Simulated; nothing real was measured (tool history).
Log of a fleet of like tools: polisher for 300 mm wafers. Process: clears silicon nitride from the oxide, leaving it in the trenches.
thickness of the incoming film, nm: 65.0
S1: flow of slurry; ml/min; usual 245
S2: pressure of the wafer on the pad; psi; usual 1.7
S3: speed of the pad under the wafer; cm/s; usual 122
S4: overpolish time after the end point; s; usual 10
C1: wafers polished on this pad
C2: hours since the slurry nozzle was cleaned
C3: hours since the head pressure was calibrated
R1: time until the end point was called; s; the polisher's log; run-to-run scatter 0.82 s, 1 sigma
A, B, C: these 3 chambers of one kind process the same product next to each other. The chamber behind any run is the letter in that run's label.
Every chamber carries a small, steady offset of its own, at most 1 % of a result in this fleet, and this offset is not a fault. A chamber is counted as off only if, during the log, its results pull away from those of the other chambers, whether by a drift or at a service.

Run 1B, hour 2.8: usual settings; C1 1005; C2 233.2; C3 264.7. Result: R1 89.83 s.
Run 2A, hour 6.2: usual settings; C1 370; C2 138.3; C3 63.8. Result: R1 90.212 s.
Run 3C, hour 10.7: usual settings; C1 156; C2 317.3; C3 644.2. Result: R1 90.686 s.
Run 4C, hour 14.5: usual settings; C1 190; C2 321.1; C3 648. Result: R1 90.595 s.
Run 5B, hour 17.4: usual settings; C1 1139; C2 247.8; C3 279.3. Result: R1 90.211 s.
At hour 19.2: chamber C: slurry nozzle cleaned.
Run 6A, hour 21.3: usual settings but S2 2.2 psi, S3 148 cm/s; C1 508; C2 153.4; C3 78.9. Result: R1 57.308 s.
Run 7A, hour 24: usual settings but S2 2.2 psi, S3 148 cm/s; C1 533; C2 156.1; C3 81.6. Result: R1 57.843 s.
Run 8B, hour 27.8: usual settings but S2 2.2 psi, S3 148 cm/s; C1 1234; C2 258.2; C3 289.7. Result: R1 57.721 s.
Run 9C, hour 30.9: usual settings; C1 341; C2 11.7; C3 664.4. Result: R1 89.91 s.
Run 10B, hour 33.3: usual settings; C1 1284; C2 263.7; C3 295.2. Result: R1 88.883 s.
Run 11A, hour 37.1: usual settings but S2 1.3 psi; C1 653; C2 169.2; C3 94.7. Result: R1 120.32 s.
At hour 38.7: chamber B: slurry nozzle cleaned.
At hour 40.2: chamber B: worn pad replaced by a new one.
Run 12C, hour 40.8: usual settings but S2 1.3 psi; C1 431; C2 21.6; C3 674.3. Result: R1 116.98 s.
Run 13C, hour 43.1: usual settings but S2 1.3 psi; C1 452; C2 23.9; C3 676.6. Result: R1 118.81 s.
Run 14B, hour 45.9: usual settings; C1 52; C2 7.3; C3 307.8. Result: R1 88.009 s.
Run 15A, hour 50.3: usual settings; C1 774; C2 182.4; C3 107.9. Result: R1 91.383 s.
Run 16A, hour 53.4: usual settings; C1 802; C2 185.5; C3 111. Result: R1 91.235 s.
Run 17C, hour 57.8: usual settings; C1 587; C2 38.6; C3 691.3. Result: R1 90.9 s.
Run 18B, hour 61.7: usual settings; C1 197; C2 23.1; C3 323.6. Result: R1 86.628 s.
Run 19B, hour 65.9: usual settings; C1 235; C2 27.3; C3 327.8. Result: R1 86.901 s.
Run 20A, hour 69.1: usual settings; C1 946; C2 201.2; C3 126.7. Result: R1 91.103 s.
Run 21C, hour 72.1: usual settings; C1 718; C2 52.9; C3 705.6. Result: R1 90.358 s.
At hour 73.3: chamber C: worn pad replaced by a new one.
Run 22A, hour 76.3: usual settings; C1 1012; C2 208.4; C3 133.9. Result: R1 91.663 s.
Run 23B, hour 78.9: usual settings; C1 354; C2 40.3; C3 340.8. Result: R1 86.366 s.
Run 24C, hour 82.9: usual settings; C1 88; C2 63.7; C3 716.4. Result: R1 90.641 s.
Run 25B, hour 86.9: usual settings; C1 428; C2 48.3; C3 348.8. Result: R1 85.529 s.
Run 26C, hour 91.7: usual settings; C1 168; C2 72.5; C3 725.2. Result: R1 88.828 s.
Run 27A, hour 94: usual settings; C1 1174; C2 226.1; C3 151.6. Result: R1 90.18 s.
Run 28A, hour 98.2: usual settings but S1 175 ml/min, S2 1.3 psi; C1 1212; C2 230.3; C3 155.8. Result: R1 124.9 s.
Run 29B, hour 102.7: usual settings but S1 175 ml/min, S2 1.3 psi; C1 572; C2 64.1; C3 364.6. Result: R1 113.93 s.
Run 30C, hour 106.3: usual settings but S1 175 ml/min, S2 1.3 psi; C1 302; C2 87.1; C3 739.8. Result: R1 122.4 s.
At hour 107.8: chamber A: worn pad replaced by a new one.
Run 31A, hour 108.5: usual settings; C1 6; C2 240.6; C3 166.1. Result: R1 89.532 s.
Run 32C, hour 111.4: usual settings; C1 348; C2 92.2; C3 744.9. Result: R1 89.486 s.
Run 33B, hour 114.2: usual settings; C1 677; C2 75.6; C3 376.1. Result: R1 83.289 s.

Predict what each chamber gives when all 3 of them run the settings below next.
Run 34A, hour 117.8: usual settings but S1 200 ml/min. Result: R1 ?.
Run 34B, hour 117.8: usual settings but S1 200 ml/min. Result: R1 ?.
Run 34C, hour 117.8: usual settings but S1 200 ml/min. Result: R1 ?.

run      R1
34A  92.585
34B  84.721
34C  92.179
